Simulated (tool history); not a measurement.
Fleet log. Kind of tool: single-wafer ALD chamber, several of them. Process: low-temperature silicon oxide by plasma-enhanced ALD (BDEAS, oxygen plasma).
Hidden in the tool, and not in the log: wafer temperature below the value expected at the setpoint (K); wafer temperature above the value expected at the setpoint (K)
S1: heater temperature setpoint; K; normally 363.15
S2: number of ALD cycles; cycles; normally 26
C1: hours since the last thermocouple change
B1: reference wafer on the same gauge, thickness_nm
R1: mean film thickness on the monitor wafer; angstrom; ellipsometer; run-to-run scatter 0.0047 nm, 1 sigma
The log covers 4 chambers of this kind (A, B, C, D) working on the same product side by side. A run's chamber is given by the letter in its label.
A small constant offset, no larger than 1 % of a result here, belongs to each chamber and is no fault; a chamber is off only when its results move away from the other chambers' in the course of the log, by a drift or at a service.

run	day	S1	S2	C1	B1	R1
1A	0.621	363.15	26	717.7	4.1290	38.221
2D	1.171	363.15	26	1050.7	4.1300	38.688
3B	1.571	363.15	26	2621.6	4.1285	38.193
4C	2.058	363.15	26	687.2	4.1276	38.617
5A	2.679	363.15	26	767.1	4.1257	38.183
# day 2.754: chamber B: thermocouple changed; heater temperature recalibrated
6D	2.975	363.15	26	1094.0	4.1270	38.645
7C	3.479	363.15	26	721.3	4.1255	38.539
8B	3.858	363.15	26	26.6	4.1247	38.035
9C	4.433	363.15	26	744.2	4.1249	38.679
10D	4.908	363.15	26	1140.4	4.1253	38.604
11B	5.333	372.15	30	62.0	4.1236	42.493
12A	5.617	372.15	30	837.6	4.1240	42.601
13D	6.071	372.15	30	1168.3	4.1222	43.146
14A	6.608	372.15	30	861.4	4.1235	42.657
15C	6.983	363.15	26	805.4	4.1216	38.565
16B	7.525	363.15	26	114.6	4.1209	37.952
17D	7.962	363.15	26	1213.7	4.1214	38.562
18C	8.300	363.15	26	837.0	4.1204	38.519
19A	8.729	363.15	23	912.3	4.1206	33.713
20B	9.071	363.15	23	151.7	4.1194	33.582
21A	9.404	363.15	23	928.5	4.1182	33.660
22B	9.796	363.15	23	169.1	4.1184	33.639
23D	10.379	363.15	26	1271.7	4.1179	38.455
24C	10.921	363.15	26	899.9	4.1178	38.505
25C	11.212	363.15	26	906.9	4.1180	38.491
26A	11.800	363.15	26	986.0	4.1164	37.984
27D	12.346	363.15	26	1318.9	4.1159	38.548
28B	12.654	363.15	26	237.7	4.1161	37.965
29C	13.004	363.15	26	949.9	4.1148	38.446
30A	13.450	363.15	26	1025.6	4.1151	38.090
31D	14.000	363.15	26	1358.6	4.1135	38.549
32B	14.442	363.15	26	280.6	4.1139	37.910
33C	14.788	363.15	26	992.7	4.1140	38.468
34D	15.075	363.15	26	1384.4	4.1131	38.554
35A	15.546	363.15	26	1075.9	4.1131	38.017
# day 15.879: chamber D: thermocouple changed; heater temperature recalibrated
36B	16.050	356.15	30	319.2	4.1124	44.828
37A	16.521	356.15	30	1099.3	4.1112	44.964
38C	17.142	356.15	30	1049.2	4.1099	45.407
39D	17.629	356.15	30	42.1	4.1101	45.475

Next, all 4 chambers run the settings below, one line each with question marks for the results. What does each chamber give?
40A	18.079	354.15	26			?
40B	18.079	354.15	26			?
40C	18.079	354.15	26			?
40D	18.079	354.15	26			?

run	R1
40A	39.156
40B	39.146
40C	39.541
40D	39.609
